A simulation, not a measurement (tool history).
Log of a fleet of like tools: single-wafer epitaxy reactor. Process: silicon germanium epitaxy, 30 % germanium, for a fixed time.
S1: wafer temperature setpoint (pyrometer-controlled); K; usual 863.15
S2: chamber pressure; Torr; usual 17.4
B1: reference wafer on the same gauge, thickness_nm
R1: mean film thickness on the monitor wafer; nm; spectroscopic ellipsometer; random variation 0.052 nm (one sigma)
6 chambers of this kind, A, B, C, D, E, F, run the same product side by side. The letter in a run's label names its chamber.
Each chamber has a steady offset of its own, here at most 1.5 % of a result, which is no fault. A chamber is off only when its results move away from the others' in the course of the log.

run	day	S1	S2	B1	R1
1F	0.279	863.15	17.4	43.709	46.531
# day 0.496: chamber B: capacitance manometer re-zeroed and calibrated
2E	0.754	863.15	17.4	43.697	46.590
3D	1.096	863.15	17.4	43.695	46.424
4B	1.667	863.15	17.4	43.669	46.241
5A	2.012	863.15	17.4	43.679	45.711
6C	2.400	863.15	19.5	43.671	48.306
7B	2.829	863.15	19.5	43.680	48.361
8E	3.262	863.15	19.5	43.653	48.776
9C	3.783	863.15	19.5	43.666	48.259
10F	4.333	863.15	19.5	43.663	48.704
11A	4.962	863.15	19.5	43.650	47.763
12D	5.258	848.15	19.2	43.648	36.122
13A	5.771	848.15	19.2	43.630	35.756
14F	6.212	848.15	19.2	43.644	36.300
15C	6.804	848.15	19.2	43.631	36.248
16B	7.300	848.15	19.2	43.619	35.971
17E	7.583	848.15	19.2	43.616	36.450
18D	8.133	863.15	17.4	43.607	46.356
19F	8.550	863.15	17.4	43.595	46.451
20C	8.892	856.15	14.4	43.589	37.600
21B	9.171	856.15	14.4	43.598	37.450
# day 9.642: chamber F: pyrometer calibrated
22A	9.729	856.15	14.4	43.602	37.219
23E	10.242	856.15	14.4	43.596	37.740
24D	10.842	856.15	14.4	43.574	37.535
25A	11.329	856.15	14.4	43.561	37.270
26D	11.629	863.15	17.4	43.585	46.245
27E	12.162	874.15	17.4	43.574	56.645
28C	12.554	874.15	17.4	43.560	56.267
29F	13.162	874.15	17.4	43.542	56.781
30B	13.492	874.15	17.4	43.547	56.620
31C	13.908	874.15	17.4	43.546	56.225
32E	14.246	874.15	17.4	43.536	56.511
33B	14.788	863.15	17.4	43.527	46.051
34A	15.246	863.15	17.4	43.532	45.517
35D	15.846	863.15	17.4	43.515	46.240
36F	16.196	863.15	17.4	43.520	46.273
37A	16.488	863.15	17.4	43.504	45.593
38B	17.046	863.15	17.4	43.505	46.005
39C	17.517	856.15	20.2	43.498	42.932

What goes on in this fleet: one chamber off, a drifting gauge, or nothing beyond the chambers' own small offsets? Name the chamber and the cause, if any.

The gauge drifts, so all chambers seem to drift together. No chamber is off.
Cause: gauge reads low (%) = 0.458.

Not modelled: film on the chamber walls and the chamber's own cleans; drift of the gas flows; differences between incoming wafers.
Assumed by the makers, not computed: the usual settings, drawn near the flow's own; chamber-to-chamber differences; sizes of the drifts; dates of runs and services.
